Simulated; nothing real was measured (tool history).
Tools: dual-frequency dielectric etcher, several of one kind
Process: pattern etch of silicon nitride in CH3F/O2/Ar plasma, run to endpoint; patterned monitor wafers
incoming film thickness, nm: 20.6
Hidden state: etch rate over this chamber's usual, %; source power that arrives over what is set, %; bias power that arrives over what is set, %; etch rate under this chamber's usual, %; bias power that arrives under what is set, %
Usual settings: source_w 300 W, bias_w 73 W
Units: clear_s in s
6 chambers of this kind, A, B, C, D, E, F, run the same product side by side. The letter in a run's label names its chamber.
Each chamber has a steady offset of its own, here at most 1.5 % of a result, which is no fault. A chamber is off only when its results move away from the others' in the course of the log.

run,hour,source_w,bias_w,hours since the last wet clean,hours since the last source power generator calibration,hours since the last bias power generator calibration,clear_s
1F,10.2,300,73,264.3,274.2,108.4,33.007
2B,19.1,300,73,95.9,654.6,1115.4,32.843
3E,30.3,300,73,266.3,1853.5,721.2,32.656
4C,42.3,300,73,527.2,3862.7,731.6,32.838
5D,52.4,300,73,431.4,2552.9,678.3,32.86
6A,64.9,300,73,109,1956.3,2946.2,33.363
# hour 66.2: chamber C: source power generator calibrated
7C,72.6,300,73,557.5,6.4,761.9,32.803
8B,79.3,300,73,156.1,714.8,1175.6,32.976
9A,89.1,300,73,133.2,1980.5,2970.4,33.193
10F,102.8,350,61,356.9,366.8,201,33.435
# hour 106.8: chamber D: wet clean of the chamber
11D,111.1,350,61,4.4,2611.6,737,32.739
# hour 120: chamber C: wet clean of the chamber
12E,120.2,350,61,356.2,1943.4,811.1,32.933
13A,127.6,350,61,171.7,2019,3008.9,33.41
14B,137.3,350,61,214.1,772.8,1233.6,32.785
15C,150.3,350,61,30.3,84.1,839.6,32.425
16E,158.2,300,73,394.2,1981.4,849.1,32.857
17F,165,360,73,419.1,429,263.2,31.072
18D,174.4,360,73,67.7,2674.9,800.3,30.609
19D,183.7,360,73,77,2684.2,809.6,30.636
20E,194,360,73,430,2017.2,884.9,30.53
21F,204.3,360,73,458.4,468.3,302.5,31.183
22A,212.1,360,73,256.2,2103.5,3093.4,31.103
23B,221.9,270,73,298.7,857.4,1318.2,34.026
24C,232.2,270,73,112.2,166,921.5,34.084
25D,246,270,73,139.3,2746.5,871.9,34.098
26F,254,270,73,508.1,518,352.2,35.122
27E,264,270,73,500,2087.2,954.9,34.041
28A,276.3,270,73,320.4,2167.7,3157.6,34.493
29B,286.7,300,73,363.5,922.2,1383,33.171
30C,295.2,230,67,175.2,229,984.5,37.351
31C,304.4,230,67,184.4,238.2,993.7,37.4
32D,311.1,230,67,204.4,2811.6,937,37.196
33A,321,230,67,365.1,2212.4,3202.3,37.904
34B,332.7,230,67,409.5,968.2,1429,37.348
35E,346.4,230,67,582.4,2169.6,1037.3,37.263
# hour 351.4: chamber E: wet clean of the chamber
36F,353.7,240,89,607.8,617.7,451.9,34.538
37F,365.6,240,89,619.7,629.6,463.8,34.58
38B,375.6,240,89,452.4,1011.1,1471.9,33.22
39E,382.6,240,89,31.3,2205.8,1073.5,33.085
40C,393.1,240,89,273.1,326.9,1082.4,33.214
41D,404.3,240,89,297.6,2904.8,1030.2,33.116

What goes on in this fleet: one chamber off, a drifting gauge, or nothing beyond the chambers' own small offsets? Name the chamber and the cause, if any.

Chamber F drifts away from the others.
Cause: etch rate under this chamber's usual, % = 4.3.

Here are 4 candidates for chamber F's next run, each the usual settings with a change, their results left as question marks. Which one brings its results back in line with what the others give on the usual settings?
In line means no further than this from the other chambers' mean on the usual settings: clear_s 0.42 s
42F-1,415.2,260,64,,,,?
42F-2,415.2,340,73,,,,?
42F-3,415.2,300,64,,,,?
42F-4,415.2,350,82,,,,?

The other chambers' mean on the usual settings: clear_s 32.886 s
run,clear_s
42F-1,37.942
42F-2,32.751
42F-3,35.951
42F-4,31.081
42F-2 brings the chamber back in line.

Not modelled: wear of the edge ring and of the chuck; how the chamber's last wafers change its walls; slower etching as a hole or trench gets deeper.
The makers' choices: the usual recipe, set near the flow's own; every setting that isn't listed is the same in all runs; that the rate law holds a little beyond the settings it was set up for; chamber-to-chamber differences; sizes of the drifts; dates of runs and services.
